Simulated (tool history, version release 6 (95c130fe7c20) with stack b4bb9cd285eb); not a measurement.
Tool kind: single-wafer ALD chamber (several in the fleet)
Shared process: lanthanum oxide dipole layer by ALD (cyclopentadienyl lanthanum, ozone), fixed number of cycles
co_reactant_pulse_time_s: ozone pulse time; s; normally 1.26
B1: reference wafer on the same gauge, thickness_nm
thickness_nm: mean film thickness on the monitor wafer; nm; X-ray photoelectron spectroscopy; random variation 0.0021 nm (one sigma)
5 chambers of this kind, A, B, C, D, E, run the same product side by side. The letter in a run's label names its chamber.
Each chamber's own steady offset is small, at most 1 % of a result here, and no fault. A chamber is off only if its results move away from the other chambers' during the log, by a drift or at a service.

Run 1E, day 0.238: usual settings; B1 0.57091. Result: thickness_nm 0.53017 nm.
Run 2D, day 0.512: usual settings; B1 0.57139. Result: thickness_nm 0.53235 nm.
Run 3B, day 0.838: usual settings; B1 0.57035. Result: thickness_nm 0.52923 nm.
Run 4C, day 1.108: usual settings; B1 0.57065. Result: thickness_nm 0.52626 nm.
Run 5A, day 1.325: usual settings but co_reactant_pulse_time_s 1.09 s; B1 0.57132. Result: thickness_nm 0.50871 nm.
Run 6A, day 1.729: usual settings but co_reactant_pulse_time_s 1.09 s; B1 0.57050. Result: thickness_nm 0.50947 nm.
Run 7E, day 2.117: usual settings but co_reactant_pulse_time_s 1.09 s; B1 0.57092. Result: thickness_nm 0.51356 nm.
Run 8B, day 2.417: usual settings but co_reactant_pulse_time_s 1.09 s; B1 0.57088. Result: thickness_nm 0.50523 nm.
Run 9D, day 2.612: usual settings but co_reactant_pulse_time_s 1.09 s; B1 0.57100. Result: thickness_nm 0.51638 nm.
Run 10C, day 2.929: usual settings; B1 0.57115. Result: thickness_nm 0.52820 nm.
Run 11B, day 3.288: usual settings; B1 0.57136. Result: thickness_nm 0.52557 nm.
Run 12D, day 3.492: usual settings but co_reactant_pulse_time_s 1.06 s; B1 0.57092. Result: thickness_nm 0.51437 nm.
Run 13E, day 3.788: usual settings but co_reactant_pulse_time_s 1.06 s; B1 0.57081. Result: thickness_nm 0.50133 nm.
Run 14A, day 3.992: usual settings but co_reactant_pulse_time_s 1.06 s; B1 0.57113. Result: thickness_nm 0.50474 nm.
Run 15C, day 4.292: usual settings but co_reactant_pulse_time_s 1.06 s; B1 0.57092. Result: thickness_nm 0.50793 nm.
Run 16A, day 4.683: usual settings but co_reactant_pulse_time_s 1.06 s; B1 0.57058. Result: thickness_nm 0.50763 nm.
Run 17D, day 5.079: usual settings; B1 0.57079. Result: thickness_nm 0.53283 nm.
Run 18B, day 5.325: usual settings; B1 0.57122. Result: thickness_nm 0.52550 nm.
Run 19C, day 5.712: usual settings but co_reactant_pulse_time_s 0.97 s; B1 0.57073. Result: thickness_nm 0.49373 nm.
Run 20E, day 6.012: usual settings but co_reactant_pulse_time_s 0.97 s; B1 0.57091. Result: thickness_nm 0.48385 nm.
At day 6.229: chamber E: thermocouple changed; heater temperature recalibrated.
Run 21B, day 6.296: usual settings but co_reactant_pulse_time_s 0.97 s; B1 0.57087. Result: thickness_nm 0.48557 nm.
Run 22C, day 6.671: usual settings but co_reactant_pulse_time_s 0.97 s; B1 0.57122. Result: thickness_nm 0.49380 nm.
Run 23D, day 6.967: usual settings but co_reactant_pulse_time_s 0.97 s; B1 0.57055. Result: thickness_nm 0.49707 nm.
Run 24A, day 7.262: usual settings but co_reactant_pulse_time_s 1.03 s; B1 0.57118. Result: thickness_nm 0.50226 nm.
Run 25E, day 7.696: usual settings but co_reactant_pulse_time_s 1.03 s; B1 0.57088. Result: thickness_nm 0.48806 nm.
Run 26D, day 7.988: usual settings but co_reactant_pulse_time_s 1.03 s; B1 0.57123. Result: thickness_nm 0.50885 nm.
Run 27E, day 8.408: usual settings but co_reactant_pulse_time_s 1.03 s; B1 0.57110. Result: thickness_nm 0.48820 nm.
Run 28B, day 8.708: usual settings but co_reactant_pulse_time_s 1.03 s; B1 0.57085. Result: thickness_nm 0.49923 nm.
Run 29C, day 8.904: usual settings but co_reactant_pulse_time_s 0.87 s; B1 0.57104. Result: thickness_nm 0.47936 nm.
Run 30A, day 9.242: usual settings but co_reactant_pulse_time_s 0.87 s; B1 0.57131. Result: thickness_nm 0.47583 nm.
Run 31A, day 9.479: usual settings but co_reactant_pulse_time_s 0.87 s; B1 0.57116. Result: thickness_nm 0.47552 nm.
Run 32D, day 9.821: usual settings but co_reactant_pulse_time_s 0.87 s; B1 0.57122. Result: thickness_nm 0.48122 nm.

What goes on in this fleet: one chamber off, a drifting gauge, or nothing beyond the chambers' own small offsets? Name the chamber and the cause, if any.

One chamber, E, drifts off from the rest bit by bit.
Likeliest cause: ozone dose below that of a generator just serviced (%) = 13.1.

Which of the 4 candidates below, each the usual settings with something changed and its results left as question marks, puts chamber E back in line with what the other chambers give on the usual settings?
Allowed miss from the other chambers' usual-settings mean, per result, to count as in line: thickness_nm 0.00730 nm
Run 33E-1, day 10.133: usual settings but co_reactant_pulse_time_s 1.68 s. Result: thickness_nm ?.
Run 33E-2, day 10.133: usual settings but co_reactant_pulse_time_s 1.11 s. Result: thickness_nm ?.
Run 33E-3, day 10.133: usual settings but co_reactant_pulse_time_s 1.41 s. Result: thickness_nm ?.
Run 33E-4, day 10.133: usual settings but co_reactant_pulse_time_s 1.03 s. Result: thickness_nm ?.

On the usual settings, the other chambers give on average: thickness_nm 0.52968 nm
  run  thickness_nm
33E-1       0.54587
33E-2       0.49324
33E-3       0.52725
33E-4       0.48076
The answer is 33E-3, which returns the chamber to within the allowed miss of the others.
